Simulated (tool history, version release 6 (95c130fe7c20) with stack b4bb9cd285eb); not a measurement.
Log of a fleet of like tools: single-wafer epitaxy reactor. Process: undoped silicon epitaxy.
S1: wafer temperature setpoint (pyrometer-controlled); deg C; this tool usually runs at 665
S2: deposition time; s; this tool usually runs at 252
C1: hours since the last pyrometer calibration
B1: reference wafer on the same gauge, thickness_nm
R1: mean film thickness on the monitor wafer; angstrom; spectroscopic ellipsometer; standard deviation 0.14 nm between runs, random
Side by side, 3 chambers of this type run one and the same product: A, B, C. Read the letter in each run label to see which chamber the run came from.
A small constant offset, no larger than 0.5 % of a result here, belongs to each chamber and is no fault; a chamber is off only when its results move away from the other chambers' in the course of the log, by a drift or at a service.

{"run": "1A", "hour": 8.4, "S1": 665, "S2": 252, "C1": 515.6, "B1": 53.595, "R1": 582.94}
{"run": "2C", "hour": 13.8, "S1": 665, "S2": 252, "C1": 1946.1, "B1": 53.578, "R1": 585.74}
{"run": "3B", "hour": 19.1, "S1": 665, "S2": 252, "C1": 1550.5, "B1": 53.62, "R1": 581.98}
{"run": "4C", "hour": 28.7, "S1": 665, "S2": 252, "C1": 1961, "B1": 53.6, "R1": 585.53}
{"run": "5B", "hour": 34.4, "S1": 665, "S2": 252, "C1": 1565.8, "B1": 53.6, "R1": 585.86}
{"run": "6A", "hour": 44.2, "S1": 665, "S2": 252, "C1": 551.4, "B1": 53.645, "R1": 584.99}
{"run": "7A", "hour": 55.1, "S1": 665, "S2": 280, "C1": 562.3, "B1": 53.618, "R1": 647.75}
{"run": "8B", "hour": 60.6, "S1": 665, "S2": 280, "C1": 1592, "B1": 53.613, "R1": 647.92}
{"run": "9C", "hour": 69.8, "S1": 665, "S2": 280, "C1": 2002.1, "B1": 53.586, "R1": 653.41}
{"run": "10A", "hour": 77.4, "S1": 665, "S2": 252, "C1": 584.6, "B1": 53.604, "R1": 584.43}
{"hour": 77.5, "done": "chamber B: pyrometer calibrated"}
{"run": "11B", "hour": 85.5, "S1": 665, "S2": 252, "C1": 8.1, "B1": 53.599, "R1": 570.55}
{"run": "12C", "hour": 95.3, "S1": 665, "S2": 252, "C1": 2027.6, "B1": 53.596, "R1": 584.53}
{"run": "13C", "hour": 103.8, "S1": 665, "S2": 252, "C1": 2036.1, "B1": 53.608, "R1": 583.83}
{"run": "14A", "hour": 109.4, "S1": 665, "S2": 252, "C1": 616.6, "B1": 53.581, "R1": 586.35}
{"run": "15B", "hour": 120.3, "S1": 665, "S2": 252, "C1": 42.9, "B1": 53.588, "R1": 570.82}
{"run": "16A", "hour": 128.8, "S1": 665, "S2": 252, "C1": 636, "B1": 53.578, "R1": 582.91}
{"run": "17C", "hour": 138.8, "S1": 665, "S2": 252, "C1": 2071.1, "B1": 53.586, "R1": 584.53}
{"run": "18B", "hour": 150.5, "S1": 665, "S2": 252, "C1": 73.1, "B1": 53.582, "R1": 571.47}
{"run": "19A", "hour": 159.4, "S1": 665, "S2": 252, "C1": 666.6, "B1": 53.611, "R1": 584.15}
{"run": "20C", "hour": 165.2, "S1": 665, "S2": 252, "C1": 2097.5, "B1": 53.616, "R1": 585.7}
{"run": "21B", "hour": 173.3, "S1": 665, "S2": 252, "C1": 95.9, "B1": 53.562, "R1": 570.83}
{"run": "22C", "hour": 181.4, "S1": 665, "S2": 252, "C1": 2113.7, "B1": 53.586, "R1": 587.5}
{"run": "23A", "hour": 188.9, "S1": 665, "S2": 214, "C1": 696.1, "B1": 53.592, "R1": 497.27}
{"run": "24B", "hour": 195.7, "S1": 665, "S2": 214, "C1": 118.3, "B1": 53.597, "R1": 487.16}
{"run": "25C", "hour": 201.2, "S1": 665, "S2": 214, "C1": 2133.5, "B1": 53.587, "R1": 493.67}
{"run": "26A", "hour": 212.9, "S1": 665, "S2": 252, "C1": 720.1, "B1": 53.62, "R1": 582.85}
{"run": "27B", "hour": 221.3, "S1": 665, "S2": 252, "C1": 143.9, "B1": 53.621, "R1": 572.1}
{"run": "28B", "hour": 232.8, "S1": 665, "S2": 252, "C1": 155.4, "B1": 53.602, "R1": 571.52}
{"run": "29A", "hour": 243.7, "S1": 665, "S2": 252, "C1": 750.9, "B1": 53.599, "R1": 584.77}

All chambers now run identical settings, listed one chamber a line with results as question marks. What results will each chamber show?
{"run": "30A", "hour": 252.4, "S1": 665, "S2": 292, "R1": "?"}
{"run": "30B", "hour": 252.4, "S1": 665, "S2": 292, "R1": "?"}
{"run": "30C", "hour": 252.4, "S1": 665, "S2": 292, "R1": "?"}

run=30A R1=676.96
run=30B R1=661.06
run=30C R1=675.47

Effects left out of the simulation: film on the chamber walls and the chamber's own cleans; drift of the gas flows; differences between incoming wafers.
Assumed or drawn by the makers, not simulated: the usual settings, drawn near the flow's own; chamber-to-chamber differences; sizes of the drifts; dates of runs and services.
